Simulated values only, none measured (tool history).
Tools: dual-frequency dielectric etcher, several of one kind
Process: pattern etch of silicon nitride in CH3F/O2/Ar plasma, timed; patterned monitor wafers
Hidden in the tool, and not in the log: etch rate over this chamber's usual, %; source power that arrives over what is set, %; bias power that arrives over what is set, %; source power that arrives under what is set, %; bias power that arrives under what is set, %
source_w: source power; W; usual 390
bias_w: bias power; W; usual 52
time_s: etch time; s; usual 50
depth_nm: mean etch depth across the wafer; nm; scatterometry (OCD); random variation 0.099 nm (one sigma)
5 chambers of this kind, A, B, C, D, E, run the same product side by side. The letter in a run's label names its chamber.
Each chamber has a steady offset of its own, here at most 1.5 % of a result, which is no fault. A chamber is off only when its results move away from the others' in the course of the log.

run	hour	source_w	bias_w	time_s	hours since the last wet clean	hours since the last source power generator calibration	hours since the last bias power generator calibration	read-back reference wafer on the same gauge, depth_nm	depth_nm
1B	12.4	390	52	50	473.2	852.7	1445.5	35.317	30.793
# hour 19.7: chamber A: bias power generator calibrated
2E	19.8	390	52	50	535.4	1381.5	190.4	35.291	30.87
3D	32.9	390	52	50	68.3	2756.5	1844.9	35.294	30.915
4C	39.6	390	52	50	517.4	1261.5	1337.7	35.317	31.272
5A	48.6	390	52	59	195.1	2219.5	28.9	35.281	37.09
6C	57.3	390	52	59	535.1	1279.2	1355.4	35.276	36.934
7B	64.9	390	52	59	525.7	905.2	1498	35.295	36.269
8E	74.3	390	52	59	589.9	1436	244.9	35.289	36.721
9A	87.1	390	52	59	233.6	2258	67.4	35.302	37.109
10D	99.8	390	52	50	135.2	2823.4	1911.8	35.272	30.626
11D	111.7	390	52	50	147.1	2835.3	1923.7	35.331	30.718
12E	122.7	390	52	50	638.3	1484.4	293.3	35.296	30.972
13A	128.9	390	52	50	275.4	2299.8	109.2	35.306	31.408
# hour 135.3: chamber E: wet clean of the chamber
14B	136.4	390	52	50	597.2	976.7	1569.5	35.305	30.917
15C	149.2	390	52	50	627	1371.1	1447.3	35.285	31.491
16A	160.2	390	52	50	306.7	2331.1	140.5	35.301	31.443
17D	168.9	390	52	50	204.3	2892.5	1980.9	35.31	30.82
18E	180.8	390	52	50	45.6	1542.5	351.4	35.299	30.971
# hour 181.9: chamber C: wet clean of the chamber
19B	188.1	390	52	50	648.9	1028.4	1621.2	35.299	30.908
20C	200.7	390	52	50	18.9	1422.6	1498.8	35.312	31.239
# hour 204.4: chamber B: bias power generator calibrated
21A	212.1	390	62	50	358.6	2383	192.4	35.304	33.427
22B	219.3	390	62	50	680.1	1059.6	14.9	35.311	32.866
# hour 230: chamber B: wet clean of the chamber
23C	230.3	390	62	50	48.5	1452.2	1528.4	35.317	33.101
24D	237.4	390	62	50	272.8	2961	2049.4	35.316	32.438
25E	249.2	390	62	50	114	1610.9	419.8	35.314	32.815
26E	258.2	390	52	50	123	1619.9	428.8	35.304	31.017
27B	270	480	52	64.5	40.1	1110.3	65.6	35.31	43.592
28C	282.4	480	52	64.5	100.6	1504.3	1580.5	35.283	43.914
29D	292.1	480	52	64.5	327.5	3015.7	2104.1	35.3	43.14
30A	298.8	480	52	64.5	445.3	2469.7	279.1	35.301	43.77
31E	309.6	480	52	64.5	174.4	1671.3	480.2	35.279	43.283
# hour 316.6: chamber D: wet clean of the chamber
32B	321	390	52	50	91.1	1161.3	116.6	35.304	30.76
33A	331.1	390	52	50	477.6	2502	311.4	35.336	31.54
34D	337.1	290	57	50	20.6	3060.7	2149.1	35.301	28.19
35C	345.7	290	57	50	163.9	1567.6	1643.8	35.288	28.78
# hour 346: chamber A: wet clean of the chamber
36A	354.1	290	57	50	8.2	2525	334.4	35.318	28.986
37E	361.5	290	57	50	226.3	1723.2	532.1	35.288	28.578
38B	369.1	290	57	50	139.2	1209.4	164.7	35.304	28.394
39D	381.4	390	52	50	64.9	3105	2193.4	35.3	30.802
40C	392.6	390	52	50	210.8	1614.5	1690.7	35.304	31.373
41D	398.9	390	52	50	82.4	3122.5	2210.9	35.302	30.884

What goes on in this fleet: one chamber off, a drifting gauge, or nothing beyond the chambers' own small offsets? Name the chamber and the cause, if any.

No chamber stands off beyond its own small offset, and the gauge holds steady.

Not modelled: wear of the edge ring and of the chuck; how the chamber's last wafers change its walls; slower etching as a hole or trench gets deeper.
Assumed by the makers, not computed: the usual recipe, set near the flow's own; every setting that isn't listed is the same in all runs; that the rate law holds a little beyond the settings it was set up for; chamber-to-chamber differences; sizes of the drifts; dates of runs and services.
